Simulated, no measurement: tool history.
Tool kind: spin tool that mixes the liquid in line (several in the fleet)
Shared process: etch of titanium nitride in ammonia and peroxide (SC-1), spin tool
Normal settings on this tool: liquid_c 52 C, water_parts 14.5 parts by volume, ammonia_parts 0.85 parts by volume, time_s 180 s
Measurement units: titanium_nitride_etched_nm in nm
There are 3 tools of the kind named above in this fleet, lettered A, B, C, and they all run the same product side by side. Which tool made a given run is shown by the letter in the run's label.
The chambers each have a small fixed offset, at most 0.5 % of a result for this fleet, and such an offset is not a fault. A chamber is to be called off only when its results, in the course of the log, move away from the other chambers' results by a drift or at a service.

| run | day | liquid_c | water_parts | ammonia_parts | time_s | hours since the thermometer was replaced | hours since the ammonia flow meter was replaced | hours since the heated supply line was repaired | hours since the drum of ammonia solution was connected | read-back film thickness of the titanium nitride reference wafer, read on the same gauge (nm) | titanium_nitride_etched_nm |
|---|---|---|---|---|---|---|---|---|---|---|---|
| 1B | 0.379 | 52 | 14.5 | 0.85 | 180 | 654.4 | 604.1 | 1028.2 | 772.6 | 50.02 | 17.452 |
|  | 0.875 | chamber C: thermometer replaced |
| 2A | 0.921 | 52 | 14.5 | 0.85 | 180 | 1164.1 | 895.4 | 2946.6 | 700.1 | 50.012 | 17.448 |
| 3C | 1.254 | 52 | 14.5 | 0.85 | 180 | 9.1 | 134.3 | 1493.9 | 233.8 | 49.995 | 17.543 |
|  | 1.65 | chamber B: new drum of ammonia solution connected |
| 4C | 1.783 | 52 | 14.5 | 0.85 | 180 | 21.8 | 147 | 1506.6 | 246.5 | 50.014 | 17.334 |
| 5A | 2.317 | 52 | 14.5 | 0.85 | 180 | 1197.6 | 928.9 | 2980.1 | 733.6 | 49.998 | 17.395 |
| 6B | 2.625 | 46 | 14.5 | 0.85 | 180 | 708.3 | 658 | 1082.1 | 23.5 | 49.995 | 11.47 |
| 7B | 3.008 | 46 | 14.5 | 0.85 | 180 | 717.5 | 667.2 | 1091.3 | 32.7 | 50.004 | 11.56 |
| 8C | 3.3 | 46 | 14.5 | 0.85 | 180 | 58.2 | 183.4 | 1543 | 282.9 | 50.004 | 11.405 |
| 9A | 3.596 | 52 | 14.5 | 0.85 | 180 | 1228.3 | 959.6 | 3010.8 | 764.3 | 49.986 | 17.353 |
|  | 4.058 | chamber C: new drum of ammonia solution connected |
| 10A | 4.071 | 52 | 14.5 | 0.85 | 180 | 1239.7 | 971 | 3022.2 | 775.7 | 49.998 | 17.382 |
| 11C | 4.446 | 52 | 14.5 | 1.2 | 135 | 85.7 | 210.9 | 1570.5 | 9.3 | 49.979 | 13.86 |
|  | 4.721 | chamber A: new drum of ammonia solution connected |
| 12B | 4.808 | 52 | 14.5 | 1.2 | 135 | 760.7 | 710.4 | 1134.5 | 75.9 | 49.979 | 14.149 |
| 13A | 5.121 | 52 | 14.5 | 1.2 | 135 | 1264.9 | 996.2 | 3047.4 | 9.6 | 50.007 | 13.784 |
| 14C | 5.371 | 52 | 14.5 | 0.85 | 180 | 107.9 | 233.1 | 1592.7 | 31.5 | 50.02 | 17.367 |
| 15B | 5.779 | 52 | 14.5 | 0.85 | 180 | 784 | 733.7 | 1157.8 | 99.2 | 49.991 | 18.084 |
| 16A | 6.054 | 47.5 | 14.5 | 1.05 | 180 | 1287.3 | 1018.6 | 3069.8 | 32 | 50 | 13.236 |
| 17B | 6.388 | 47.5 | 14.5 | 1.05 | 180 | 798.6 | 748.3 | 1172.4 | 113.8 | 50 | 13.492 |
| 18C | 6.825 | 47.5 | 14.5 | 1.05 | 180 | 142.8 | 268 | 1627.6 | 66.4 | 49.98 | 13.132 |
| 19B | 7.2 | 52 | 14.5 | 0.85 | 180 | 818.1 | 767.8 | 1191.9 | 133.3 | 49.986 | 18.227 |
| 20C | 7.629 | 52 | 14.5 | 0.85 | 180 | 162.1 | 287.3 | 1646.9 | 85.7 | 50.009 | 17.369 |
| 21A | 8.046 | 52 | 14.5 | 1.1 | 180 | 1335.1 | 1066.4 | 3117.6 | 79.8 | 50.014 | 18.036 |
| 22C | 8.296 | 52 | 14.5 | 1.1 | 180 | 178.1 | 303.3 | 1662.9 | 101.7 | 49.985 | 18.048 |
| 23A | 8.708 | 52 | 14.5 | 1.1 | 180 | 1351 | 1082.3 | 3133.5 | 95.7 | 50.002 | 18.156 |

Predict what each chamber gives when all 3 of them run the settings below next.
| 24A | 9.117 | 52 | 14.5 | 0.85 | 250 |  |  |  |  |  | ? |
| 24B | 9.117 | 52 | 14.5 | 0.85 | 250 |  |  |  |  |  | ? |
| 24C | 9.117 | 52 | 14.5 | 0.85 | 250 |  |  |  |  |  | ? |

| run | titanium_nitride_etched_nm |
|---|---|
| 24A | 23.85 |
| 24B | 25.555 |
| 24C | 24.182 |

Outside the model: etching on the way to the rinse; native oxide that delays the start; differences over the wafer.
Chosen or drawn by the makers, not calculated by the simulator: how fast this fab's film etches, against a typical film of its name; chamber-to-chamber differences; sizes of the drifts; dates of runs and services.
